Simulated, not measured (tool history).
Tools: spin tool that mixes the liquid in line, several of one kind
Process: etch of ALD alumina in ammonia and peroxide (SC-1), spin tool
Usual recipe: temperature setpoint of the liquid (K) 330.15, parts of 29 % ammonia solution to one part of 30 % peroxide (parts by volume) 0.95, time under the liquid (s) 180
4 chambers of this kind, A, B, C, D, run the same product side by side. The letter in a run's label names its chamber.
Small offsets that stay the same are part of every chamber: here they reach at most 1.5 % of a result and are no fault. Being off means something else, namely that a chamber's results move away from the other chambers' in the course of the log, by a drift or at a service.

run	hour	temperature setpoint of the liquid (K)	parts of 29 % ammonia solution to one part of 30 % peroxide (parts by volume)	time under the liquid (s)	read-back film thickness of the ALD alumina reference wafer, read on the same gauge (nm)	thickness taken off the ALD alumina on a monitor wafer (Å)
1A	11.6	330.15	0.95	180	59.989	146.99
# hour 18.3: chamber B: new drum of ammonia solution connected
# hour 19.1: chamber D: ammonia flow meter replaced
2C	23.6	330.15	0.95	180	60.002	151.93
3B	36.4	330.15	0.95	180	60.029	150.19
4D	44.9	330.15	0.95	180	59.982	149.36
5C	52.4	330.15	0.95	180	60.009	152.97
6B	65.4	330.15	0.6	85	59.999	69.206
7D	75.1	330.15	0.6	85	60.013	67.242
8A	85.4	330.15	0.6	85	59.971	66.023
9A	93.5	330.15	0.6	85	59.984	66.59
10C	102.6	339.15	0.95	230	59.976	310.97
11D	114.3	339.15	0.95	230	60.048	308.33
12B	120.7	339.15	0.95	230	59.993	309.78
13D	133.1	339.15	0.95	230	59.996	303.29
14C	139.6	330.15	0.95	180	60	151.4
# hour 144.7: chamber B: thermometer replaced
15B	146.8	330.15	0.95	180	59.951	150.44
16A	155.2	330.15	0.95	180	60.03	147.18
17B	167.7	330.15	0.95	180	59.996	151.04
18A	177.6	330.15	0.95	90	59.995	74.578
19D	189.4	330.15	0.95	90	60.042	75.191
20C	200	330.15	0.95	90	59.975	75.305
21B	206.8	330.15	0.95	90	59.985	73.354
22A	217.3	330.15	0.95	180	59.992	147.4
23D	228.7	330.15	0.95	180	60.002	148.28
24C	240	330.15	0.95	180	60.026	153.51
25D	248.8	330.15	0.95	180	59.934	151.15
26B	258.5	330.15	0.95	180	60.042	144.44
27C	266.1	330.15	0.95	120	59.961	100.29
28A	274.6	330.15	0.95	120	60.021	97.425
29D	285.7	330.15	0.95	120	59.984	101.58
30C	294.9	330.15	0.95	120	59.981	100.65
31B	302.4	325.65	0.95	180	59.996	111.43
32A	313.5	325.65	0.95	180	59.997	115.18
33B	319.9	325.65	0.95	180	59.985	111.74
34D	327.9	325.65	0.95	180	60.013	117.91
35A	335.6	330.15	0.95	180	60.06	147.62
36C	346.1	330.15	0.95	180	59.986	151.13
37C	353	330.15	0.95	180	60.023	148.26
38A	362.2	330.15	0.95	180	60.037	148.38

The same settings go to every chamber for the next run, one line per chamber below. Forecast the results for each:
39A	371.7	330.15	0.95	235		?
39B	371.7	330.15	0.95	235		?
39C	371.7	330.15	0.95	235		?
39D	371.7	330.15	0.95	235		?

run	thickness taken off the ALD alumina on a monitor wafer (Å)
39A	194.02
39B	178.64
39C	198.28
39D	199.43
